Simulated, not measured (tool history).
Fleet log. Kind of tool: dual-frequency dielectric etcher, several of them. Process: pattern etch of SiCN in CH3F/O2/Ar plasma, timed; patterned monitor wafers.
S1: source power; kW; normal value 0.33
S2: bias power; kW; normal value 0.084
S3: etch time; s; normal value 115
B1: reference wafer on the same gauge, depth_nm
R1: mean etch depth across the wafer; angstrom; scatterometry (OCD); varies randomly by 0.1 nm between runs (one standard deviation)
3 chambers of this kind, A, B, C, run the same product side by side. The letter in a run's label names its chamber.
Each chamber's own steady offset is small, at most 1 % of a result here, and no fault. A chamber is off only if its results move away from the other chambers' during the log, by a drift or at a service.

Run 1A, hour 7.6: usual settings; B1 46.61. Result: R1 424.66 angstrom.
At hour 12.3: chamber C: source power generator calibrated.
Run 2C, hour 14.4: usual settings; B1 46.624. Result: R1 425.8 angstrom.
Run 3B, hour 23.3: usual settings; B1 46.606. Result: R1 424.56 angstrom.
Run 4C, hour 29.4: usual settings; B1 46.614. Result: R1 426.03 angstrom.
Run 5B, hour 34.7: usual settings; B1 46.619. Result: R1 427.17 angstrom.
Run 6A, hour 42.1: usual settings but S2 0.097 kW, S3 90.5 s; B1 46.591. Result: R1 352.54 angstrom.
Run 7C, hour 51.9: usual settings but S2 0.097 kW, S3 90.5 s; B1 46.593. Result: R1 356.59 angstrom.
Run 8A, hour 58.5: usual settings but S2 0.097 kW, S3 90.5 s; B1 46.594. Result: R1 354.21 angstrom.
Run 9B, hour 66.1: usual settings; B1 46.615. Result: R1 426.77 angstrom.
Run 10B, hour 74: usual settings but S2 0.104 kW, S3 90 s; B1 46.603. Result: R1 361.17 angstrom.
Run 11A, hour 81.3: usual settings but S2 0.104 kW, S3 90 s; B1 46.592. Result: R1 358.97 angstrom.
Run 12C, hour 89.8: usual settings but S2 0.104 kW, S3 90 s; B1 46.599. Result: R1 365.8 angstrom.
Run 13C, hour 95.7: usual settings; B1 46.612. Result: R1 432.77 angstrom.
At hour 97.8: chamber B: wet clean of the chamber.
At hour 99.8: chamber A: wet clean of the chamber.
Run 14B, hour 103: usual settings; B1 46.63. Result: R1 427.79 angstrom.
Run 15A, hour 110.2: usual settings; B1 46.588. Result: R1 424.22 angstrom.
Run 16A, hour 119.7: usual settings; B1 46.611. Result: R1 425.89 angstrom.
Run 17B, hour 127.9: usual settings; B1 46.637. Result: R1 426.98 angstrom.
Run 18C, hour 137.7: usual settings but S2 0.099 kW; B1 46.604. Result: R1 464.8 angstrom.
Run 19C, hour 147.2: usual settings but S2 0.099 kW; B1 46.596. Result: R1 465.01 angstrom.
Run 20B, hour 152: usual settings but S2 0.099 kW; B1 46.608. Result: R1 454.06 angstrom.
Run 21A, hour 158.5: usual settings; B1 46.623. Result: R1 423.58 angstrom.
Run 22B, hour 164.9: usual settings; B1 46.593. Result: R1 426.57 angstrom.
Run 23A, hour 174.2: usual settings; B1 46.601. Result: R1 425.65 angstrom.

Next, every chamber runs the same settings. What will each give?
Run 24A, hour 181.2: usual settings but S3 89.5 s. Result: R1 ?.
Run 24B, hour 181.2: usual settings but S3 89.5 s. Result: R1 ?.
Run 24C, hour 181.2: usual settings but S3 89.5 s. Result: R1 ?.

run      R1
24A   330.5
24B  332.05
24C  343.23
